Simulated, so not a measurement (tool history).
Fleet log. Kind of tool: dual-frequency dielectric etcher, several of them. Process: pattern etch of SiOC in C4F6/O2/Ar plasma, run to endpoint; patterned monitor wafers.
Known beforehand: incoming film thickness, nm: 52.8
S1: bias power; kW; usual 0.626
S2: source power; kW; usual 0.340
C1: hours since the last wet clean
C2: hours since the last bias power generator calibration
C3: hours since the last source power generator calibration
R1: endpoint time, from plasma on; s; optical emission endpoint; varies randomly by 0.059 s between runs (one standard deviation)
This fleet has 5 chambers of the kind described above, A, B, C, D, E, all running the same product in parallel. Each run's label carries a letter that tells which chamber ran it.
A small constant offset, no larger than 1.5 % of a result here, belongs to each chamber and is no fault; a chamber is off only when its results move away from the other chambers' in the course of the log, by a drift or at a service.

{"run": "1E", "day": 0.383, "S1": 0.626, "S2": 0.34, "C1": 217.2, "C2": 3286.1, "C3": 1869.3, "R1": 17.433}
{"run": "2B", "day": 0.679, "S1": 0.626, "S2": 0.34, "C1": 242.1, "C2": 719.9, "C3": 50.0, "R1": 17.304}
{"run": "3A", "day": 1.017, "S1": 0.626, "S2": 0.34, "C1": 79.7, "C2": 119.1, "C3": 449.8, "R1": 17.041}
{"run": "4C", "day": 1.529, "S1": 0.626, "S2": 0.34, "C1": 364.0, "C2": 2103.8, "C3": 3145.1, "R1": 17.14}
{"run": "5D", "day": 1.9, "S1": 0.626, "S2": 0.34, "C1": 294.7, "C2": 5015.1, "C3": 1691.6, "R1": 17.45}
{"run": "6D", "day": 2.258, "S1": 0.626, "S2": 0.34, "C1": 303.3, "C2": 5023.7, "C3": 1700.2, "R1": 17.24}
{"run": "7E", "day": 2.479, "S1": 0.626, "S2": 0.34, "C1": 267.5, "C2": 3336.4, "C3": 1919.6, "R1": 17.291}
{"run": "8B", "day": 2.962, "S1": 0.626, "S2": 0.34, "C1": 296.9, "C2": 774.7, "C3": 104.8, "R1": 17.253}
{"run": "9C", "day": 3.275, "S1": 0.626, "S2": 0.34, "C1": 405.9, "C2": 2145.7, "C3": 3187.0, "R1": 17.217}
{"day": 3.4, "done": "chamber D: wet clean of the chamber"}
{"run": "10A", "day": 3.712, "S1": 0.626, "S2": 0.34, "C1": 144.4, "C2": 183.8, "C3": 514.5, "R1": 16.992}
{"run": "11C", "day": 4.096, "S1": 0.626, "S2": 0.34, "C1": 425.6, "C2": 2165.4, "C3": 3206.7, "R1": 17.233}
{"day": 4.183, "done": "chamber D: bias power generator calibrated"}
{"run": "12A", "day": 4.321, "S1": 0.626, "S2": 0.34, "C1": 159.0, "C2": 198.4, "C3": 529.1, "R1": 17.105}
{"run": "13D", "day": 4.562, "S1": 0.697, "S2": 0.3, "C1": 27.9, "C2": 9.1, "C3": 1755.5, "R1": 17.297}
{"run": "14B", "day": 4.942, "S1": 0.697, "S2": 0.3, "C1": 344.4, "C2": 822.2, "C3": 152.3, "R1": 17.398}
{"run": "15E", "day": 5.25, "S1": 0.697, "S2": 0.3, "C1": 334.0, "C2": 3402.9, "C3": 1986.1, "R1": 17.468}
{"run": "16A", "day": 5.575, "S1": 0.697, "S2": 0.3, "C1": 189.1, "C2": 228.5, "C3": 559.2, "R1": 16.984}
{"run": "17D", "day": 5.808, "S1": 0.697, "S2": 0.3, "C1": 57.8, "C2": 39.0, "C3": 1785.4, "R1": 17.383}
{"run": "18E", "day": 6.254, "S1": 0.626, "S2": 0.34, "C1": 358.1, "C2": 3427.0, "C3": 2010.2, "R1": 17.38}
{"day": 6.612, "done": "chamber E: wet clean of the chamber"}
{"run": "19B", "day": 6.704, "S1": 0.754, "S2": 0.38, "C1": 386.7, "C2": 864.5, "C3": 194.6, "R1": 15.454}
{"run": "20C", "day": 7.146, "S1": 0.754, "S2": 0.38, "C1": 498.8, "C2": 2238.6, "C3": 3279.9, "R1": 15.326}
{"run": "21A", "day": 7.579, "S1": 0.754, "S2": 0.38, "C1": 237.2, "C2": 276.6, "C3": 607.3, "R1": 15.23}
{"run": "22B", "day": 7.983, "S1": 0.754, "S2": 0.38, "C1": 417.4, "C2": 895.2, "C3": 225.3, "R1": 15.457}
{"run": "23D", "day": 8.3, "S1": 0.754, "S2": 0.38, "C1": 117.6, "C2": 98.8, "C3": 1845.2, "R1": 15.465}
{"run": "24C", "day": 8.538, "S1": 0.626, "S2": 0.34, "C1": 532.2, "C2": 2272.0, "C3": 3313.3, "R1": 17.271}
{"run": "25E", "day": 8.838, "S1": 0.725, "S2": 0.31, "C1": 53.4, "C2": 3489.0, "C3": 2072.2, "R1": 16.935}
{"run": "26D", "day": 9.329, "S1": 0.725, "S2": 0.31, "C1": 142.3, "C2": 123.5, "C3": 1869.9, "R1": 16.963}
{"run": "27E", "day": 9.808, "S1": 0.725, "S2": 0.31, "C1": 76.7, "C2": 3512.3, "C3": 2095.5, "R1": 16.989}
{"run": "28C", "day": 10.188, "S1": 0.725, "S2": 0.31, "C1": 571.8, "C2": 2311.6, "C3": 3352.9, "R1": 16.822}
{"run": "29B", "day": 10.679, "S1": 0.725, "S2": 0.31, "C1": 482.1, "C2": 959.9, "C3": 290.0, "R1": 16.852}
{"run": "30A", "day": 10.942, "S1": 0.626, "S2": 0.34, "C1": 317.9, "C2": 357.3, "C3": 688.0, "R1": 17.032}
{"day": 10.988, "done": "chamber C: source power generator calibrated"}
{"run": "31D", "day": 11.312, "S1": 0.626, "S2": 0.34, "C1": 189.9, "C2": 171.1, "C3": 1917.5, "R1": 17.359}
{"day": 11.638, "done": "chamber A: wet clean of the chamber"}
{"run": "32E", "day": 11.662, "S1": 0.626, "S2": 0.34, "C1": 121.2, "C2": 3556.8, "C3": 2140.0, "R1": 17.411}
{"run": "33B", "day": 12.092, "S1": 0.74, "S2": 0.4, "C1": 516.0, "C2": 993.8, "C3": 323.9, "R1": 15.262}
{"day": 12.438, "done": "chamber C: wet clean of the chamber"}
{"run": "34A", "day": 12.508, "S1": 0.74, "S2": 0.4, "C1": 20.9, "C2": 394.9, "C3": 725.6, "R1": 15.009}
{"run": "35C", "day": 12.758, "S1": 0.74, "S2": 0.4, "C1": 7.8, "C2": 2373.3, "C3": 42.5, "R1": 15.193}
{"run": "36C", "day": 13.25, "S1": 0.74, "S2": 0.4, "C1": 19.6, "C2": 2385.1, "C3": 54.3, "R1": 15.216}
{"run": "37B", "day": 13.708, "S1": 0.74, "S2": 0.4, "C1": 554.8, "C2": 1032.6, "C3": 362.7, "R1": 15.295}
{"run": "38D", "day": 14.05, "S1": 0.626, "S2": 0.34, "C1": 255.6, "C2": 236.8, "C3": 1983.2, "R1": 17.318}
{"run": "39E", "day": 14.358, "S1": 0.626, "S2": 0.34, "C1": 185.9, "C2": 3621.5, "C3": 2204.7, "R1": 17.44}
{"run": "40A", "day": 14.596, "S1": 0.514, "S2": 0.26, "C1": 71.0, "C2": 445.0, "C3": 775.7, "R1": 20.386}
{"run": "41D", "day": 14.979, "S1": 0.514, "S2": 0.26, "C1": 277.9, "C2": 259.1, "C3": 2005.5, "R1": 20.473}

All chambers now run identical settings, listed one chamber a line with results as question marks. What results will each chamber show?
{"run": "42A", "day": 15.346, "S1": 0.558, "S2": 0.34, "R1": "?"}
{"run": "42B", "day": 15.346, "S1": 0.558, "S2": 0.34, "R1": "?"}
{"run": "42C", "day": 15.346, "S1": 0.558, "S2": 0.34, "R1": "?"}
{"run": "42D", "day": 15.346, "S1": 0.558, "S2": 0.34, "R1": "?"}
{"run": "42E", "day": 15.346, "S1": 0.558, "S2": 0.34, "R1": "?"}

run=42A R1=17.845
run=42B R1=18.074
run=42C R1=17.962
run=42D R1=18.074
run=42E R1=18.196

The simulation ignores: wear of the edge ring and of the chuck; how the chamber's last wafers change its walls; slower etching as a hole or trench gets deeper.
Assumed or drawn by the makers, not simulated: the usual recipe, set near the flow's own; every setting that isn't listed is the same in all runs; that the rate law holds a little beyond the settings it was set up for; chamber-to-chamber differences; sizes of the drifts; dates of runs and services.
